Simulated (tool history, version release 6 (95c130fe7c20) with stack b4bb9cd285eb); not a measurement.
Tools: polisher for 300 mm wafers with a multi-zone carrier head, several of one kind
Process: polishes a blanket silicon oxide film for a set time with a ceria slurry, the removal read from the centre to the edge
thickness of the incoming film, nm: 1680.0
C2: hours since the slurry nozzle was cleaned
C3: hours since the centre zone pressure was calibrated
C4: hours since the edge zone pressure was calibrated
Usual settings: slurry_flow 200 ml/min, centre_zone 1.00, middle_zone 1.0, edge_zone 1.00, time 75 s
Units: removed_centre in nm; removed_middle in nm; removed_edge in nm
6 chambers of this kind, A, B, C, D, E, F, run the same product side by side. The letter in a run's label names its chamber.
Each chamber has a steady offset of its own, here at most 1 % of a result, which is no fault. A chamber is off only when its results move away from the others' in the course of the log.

At hour 1.7: chamber F: worn pad replaced by a new one.
At hour 4.0: chamber C: edge zone pressure recalibrated.
Run 1F, hour 14.7: usual settings; wafers polished on this pad 115; C2 741.4; C3 124.9; C4 138.9. Result: removed_centre 405.44 nm, removed_middle 407.03 nm, removed_edge 408.20 nm.
Run 2C, hour 23.6: usual settings; wafers polished on this pad 860; C2 507.7; C3 173.0; C4 19.6. Result: removed_centre 405.76 nm, removed_middle 402.35 nm, removed_edge 406.71 nm.
At hour 28.4: chamber C: worn pad replaced by a new one.
Run 3D, hour 36.8: usual settings; wafers polished on this pad 940; C2 493.1; C3 317.5; C4 322.1. Result: removed_centre 401.01 nm, removed_middle 405.48 nm, removed_edge 401.80 nm.
At hour 37.8: chamber B: edge zone pressure recalibrated.
Run 4A, hour 44.1: usual settings; wafers polished on this pad 1103; C2 85.3; C3 679.6; C4 631.2. Result: removed_centre 405.16 nm, removed_middle 404.36 nm, removed_edge 402.28 nm.
Run 5B, hour 51.7: usual settings; wafers polished on this pad 1076; C2 421.5; C3 458.6; C4 14.0. Result: removed_centre 399.09 nm, removed_middle 395.54 nm, removed_edge 399.52 nm.
At hour 56.7: chamber B: worn pad replaced by a new one.
At hour 57.1: chamber D: worn pad replaced by a new one.
Run 6E, hour 61.7: usual settings; wafers polished on this pad 580; C2 137.1; C3 241.7; C4 1146.1. Result: removed_centre 402.29 nm, removed_middle 410.31 nm, removed_edge 403.06 nm.
At hour 62.1: chamber F: slurry nozzle cleaned.
Run 7A, hour 75.2: usual settings but middle_zone 0.9, edge_zone 1.08; wafers polished on this pad 1379; C2 116.4; C3 710.7; C4 662.3. Result: removed_centre 398.76 nm, removed_middle 362.65 nm, removed_edge 419.21 nm.
Run 8E, hour 88.6: usual settings but middle_zone 0.9, edge_zone 1.08; wafers polished on this pad 819; C2 164.0; C3 268.6; C4 1173.0. Result: removed_centre 405.24 nm, removed_middle 361.56 nm, removed_edge 425.20 nm.
At hour 95.2: chamber A: worn pad replaced by a new one.
At hour 96.9: chamber A: centre zone pressure recalibrated.
At hour 101.9: chamber E: worn pad replaced by a new one.
At hour 103.2: chamber B: slurry nozzle cleaned.
Run 9B, hour 104.7: usual settings but middle_zone 0.9, edge_zone 1.08; wafers polished on this pad 427; C2 1.6; C3 511.6; C4 67.0. Result: removed_centre 407.15 nm, removed_middle 367.47 nm, removed_edge 410.08 nm.
At hour 112.6: chamber F: worn pad replaced by a new one.
Run 10C, hour 118.0: usual settings but middle_zone 0.9, edge_zone 1.08; wafers polished on this pad 796; C2 602.1; C3 267.4; C4 114.0. Result: removed_centre 397.74 nm, removed_middle 367.45 nm, removed_edge 422.00 nm.
Run 11F, hour 127.4: usual settings but middle_zone 0.9, edge_zone 1.08; wafers polished on this pad 132; C2 65.4; C3 237.6; C4 251.6. Result: removed_centre 393.52 nm, removed_middle 362.60 nm, removed_edge 417.64 nm.
At hour 139.2: chamber C: worn pad replaced by a new one.
Run 12D, hour 139.2: usual settings but middle_zone 0.9, edge_zone 1.08; wafers polished on this pad 730; C2 595.5; C3 419.9; C4 424.5. Result: removed_centre 393.15 nm, removed_middle 359.47 nm, removed_edge 416.92 nm.
Run 13F, hour 148.0: usual settings but time 83 s; wafers polished on this pad 315; C2 86.0; C3 258.2; C4 272.2. Result: removed_centre 441.73 nm, removed_middle 438.10 nm, removed_edge 450.39 nm.
At hour 158.2: chamber D: edge zone pressure recalibrated.
Run 14C, hour 162.5: usual settings but time 83 s; wafers polished on this pad 207; C2 646.6; C3 311.9; C4 158.5. Result: removed_centre 438.23 nm, removed_middle 436.44 nm, removed_edge 438.43 nm.
Run 15B, hour 169.7: usual settings but time 83 s; wafers polished on this pad 1005; C2 66.6; C3 576.6; C4 132.0. Result: removed_centre 441.44 nm, removed_middle 442.26 nm, removed_edge 441.02 nm.
Run 16D, hour 180.6: usual settings but time 83 s; wafers polished on this pad 1098; C2 636.9; C3 461.3; C4 22.4. Result: removed_centre 433.22 nm, removed_middle 433.71 nm, removed_edge 434.07 nm.
Run 17A, hour 190.4: usual settings but time 83 s; wafers polished on this pad 846; C2 231.6; C3 93.5; C4 777.5. Result: removed_centre 441.95 nm, removed_middle 441.29 nm, removed_edge 441.88 nm.
At hour 195.8: chamber D: worn pad replaced by a new one.
Run 18E, hour 205.5: usual settings but time 83 s; wafers polished on this pad 921; C2 280.9; C3 385.5; C4 1289.9. Result: removed_centre 442.86 nm, removed_middle 451.31 nm, removed_edge 456.99 nm.
At hour 208.0: chamber E: worn pad replaced by a new one.
At hour 210.8: chamber B: worn pad replaced by a new one.
At hour 213.3: chamber E: centre zone pressure recalibrated.
At hour 217.4: chamber A: slurry nozzle cleaned.
Run 19E, hour 220.0: usual settings; wafers polished on this pad 106; C2 295.4; C3 6.7; C4 1304.4. Result: removed_centre 406.94 nm, removed_middle 400.10 nm, removed_edge 408.83 nm.
At hour 222.2: chamber F: worn pad replaced by a new one.
At hour 223.8: chamber A: edge zone pressure recalibrated.
At hour 223.8: chamber E: edge zone pressure recalibrated.
At hour 231.1: chamber C: worn pad replaced by a new one.
Run 20B, hour 234.4: usual settings; wafers polished on this pad 209; C2 131.3; C3 641.3; C4 196.7. Result: removed_centre 390.72 nm, removed_middle 398.34 nm, removed_edge 403.26 nm.
At hour 244.8: chamber A: worn pad replaced by a new one.
Run 21D, hour 244.9: usual settings; wafers polished on this pad 436; C2 701.2; C3 525.6; C4 86.7. Result: removed_centre 400.63 nm, removed_middle 396.28 nm, removed_edge 398.67 nm.
Run 22F, hour 259.7: usual settings; wafers polished on this pad 333; C2 197.7; C3 369.9; C4 383.9. Result: removed_centre 409.09 nm, removed_middle 393.83 nm, removed_edge 405.86 nm.
Run 23C, hour 274.5: usual settings; wafers polished on this pad 386; C2 758.6; C3 423.9; C4 270.5. Result: removed_centre 388.00 nm, removed_middle 386.16 nm, removed_edge 401.75 nm.
Run 24A, hour 290.7: usual settings; wafers polished on this pad 408; C2 73.4; C3 193.8; C4 66.9. Result: removed_centre 408.21 nm, removed_middle 392.64 nm, removed_edge 398.79 nm.
At hour 292.1: chamber C: centre zone pressure recalibrated.
Run 25F, hour 301.8: usual settings; wafers polished on this pad 707; C2 239.8; C3 412.0; C4 426.0. Result: removed_centre 404.91 nm, removed_middle 395.01 nm, removed_edge 393.47 nm.
Run 26E, hour 313.8: usual settings; wafers polished on this pad 940; C2 389.2; C3 100.5; C4 90.0. Result: removed_centre 411.19 nm, removed_middle 403.78 nm, removed_edge 407.97 nm.
At hour 314.8: chamber E: worn pad replaced by a new one.
At hour 318.7: chamber F: worn pad replaced by a new one.
Run 27B, hour 323.6: usual settings; wafers polished on this pad 1002; C2 220.5; C3 730.5; C4 285.9. Result: removed_centre 395.93 nm, removed_middle 403.45 nm, removed_edge 403.33 nm.
At hour 327.2: chamber C: worn pad replaced by a new one.
Run 28C, hour 338.3: usual settings; wafers polished on this pad 98; C2 822.4; C3 46.3; C4 334.3. Result: removed_centre 377.30 nm, removed_middle 379.95 nm, removed_edge 385.50 nm.
At hour 344.3: chamber D: worn pad replaced by a new one.
At hour 346.0: chamber D: slurry nozzle cleaned.
Run 29A, hour 346.7: usual settings; wafers polished on this pad 905; C2 129.4; C3 249.8; C4 122.9. Result: removed_centre 390.50 nm, removed_middle 398.53 nm, removed_edge 395.68 nm.
At hour 347.0: chamber B: edge zone pressure recalibrated.
At hour 355.6: chamber F: edge zone pressure recalibrated.
Run 30D, hour 357.8: usual settings; wafers polished on this pad 120; C2 11.8; C3 638.5; C4 199.6. Result: removed_centre 398.80 nm, removed_middle 400.78 nm, removed_edge 399.68 nm.
At hour 369.9: chamber B: worn pad replaced by a new one.
Run 31B, hour 373.0: usual settings; wafers polished on this pad 27; C2 269.9; C3 779.9; C4 26.0. Result: removed_centre 395.66 nm, removed_middle 414.35 nm, removed_edge 403.71 nm.
At hour 381.0: chamber F: centre zone pressure recalibrated.
Run 32F, hour 388.6: usual settings; wafers polished on this pad 621; C2 326.6; C3 7.6; C4 33.0. Result: removed_centre 398.17 nm, removed_middle 392.55 nm, removed_edge 403.71 nm.
At hour 388.9: chamber B: centre zone pressure recalibrated.
Run 33A, hour 396.6: usual settings; wafers polished on this pad 1349; C2 179.3; C3 299.7; C4 172.8. Result: removed_centre 398.38 nm, removed_middle 402.53 nm, removed_edge 397.53 nm.
Run 34E, hour 412.1: usual settings; wafers polished on this pad 865; C2 487.5; C3 198.8; C4 188.3. Result: removed_centre 401.07 nm, removed_middle 399.31 nm, removed_edge 401.27 nm.
At hour 417.5: chamber F: worn pad replaced by a new one.
Run 35C, hour 426.2: usual settings; wafers polished on this pad 880; C2 910.3; C3 134.2; C4 422.2. Result: removed_centre 367.74 nm, removed_middle 376.04 nm, removed_edge 386.54 nm.
At hour 426.7: chamber C: worn pad replaced by a new one.
At hour 427.1: chamber E: worn pad replaced by a new one.
Run 36D, hour 437.2: usual settings but centre_zone 0.89; wafers polished on this pad 826; C2 91.2; C3 717.9; C4 279.0. Result: removed_centre 346.15 nm, removed_middle 394.33 nm, removed_edge 393.89 nm.
Run 37E, hour 452.3: usual settings but centre_zone 0.89; wafers polished on this pad 224; C2 527.7; C3 239.0; C4 228.5. Result: removed_centre 355.13 nm, removed_middle 402.53 nm, removed_edge 398.82 nm.
Run 38C, hour 468.5: usual settings but centre_zone 0.89; wafers polished on this pad 371; C2 952.6; C3 176.5; C4 464.5. Result: removed_centre 321.11 nm, removed_middle 366.82 nm, removed_edge 372.19 nm.
At hour 468.7: chamber D: centre zone pressure recalibrated.
Run 39F, hour 476.5: usual settings but centre_zone 0.89; wafers polished on this pad 524; C2 414.5; C3 95.5; C4 120.9. Result: removed_centre 348.57 nm, removed_middle 399.81 nm, removed_edge 395.94 nm.
At hour 487.8: chamber D: worn pad replaced by a new one.
Run 40D, hour 488.8: usual settings but centre_zone 0.89; wafers polished on this pad 9; C2 142.8; C3 20.2; C4 330.6. Result: removed_centre 350.75 nm, removed_middle 403.58 nm, removed_edge 406.95 nm.
At hour 501.8: chamber B: slurry nozzle cleaned.
Run 41B, hour 503.8: usual settings but centre_zone 0.89; wafers polished on this pad 1190; C2 2.0; C3 115.0; C4 156.8. Result: removed_centre 352.07 nm, removed_middle 410.67 nm, removed_edge 408.20 nm.

All 6 chambers run these settings next. Forecast each chamber's results:
Run 42A, hour 515.5: usual settings. Result: removed_centre ?, removed_middle ?, removed_edge ?.
Run 42B, hour 515.5: usual settings. Result: removed_centre ?, removed_middle ?, removed_edge ?.
Run 42C, hour 515.5: usual settings. Result: removed_centre ?, removed_middle ?, removed_edge ?.
Run 42D, hour 515.5: usual settings. Result: removed_centre ?, removed_middle ?, removed_edge ?.
Run 42E, hour 515.5: usual settings. Result: removed_centre ?, removed_middle ?, removed_edge ?.
Run 42F, hour 515.5: usual settings. Result: removed_centre ?, removed_middle ?, removed_edge ?.

run  removed_centre  removed_middle  removed_edge
42A          404.15          397.62        403.40
42B          393.31          403.04        401.02
42C          363.91          363.42        374.93
42D          399.16          396.60        391.68
42E          400.82          403.32        407.66
42F          401.22          394.11        398.90

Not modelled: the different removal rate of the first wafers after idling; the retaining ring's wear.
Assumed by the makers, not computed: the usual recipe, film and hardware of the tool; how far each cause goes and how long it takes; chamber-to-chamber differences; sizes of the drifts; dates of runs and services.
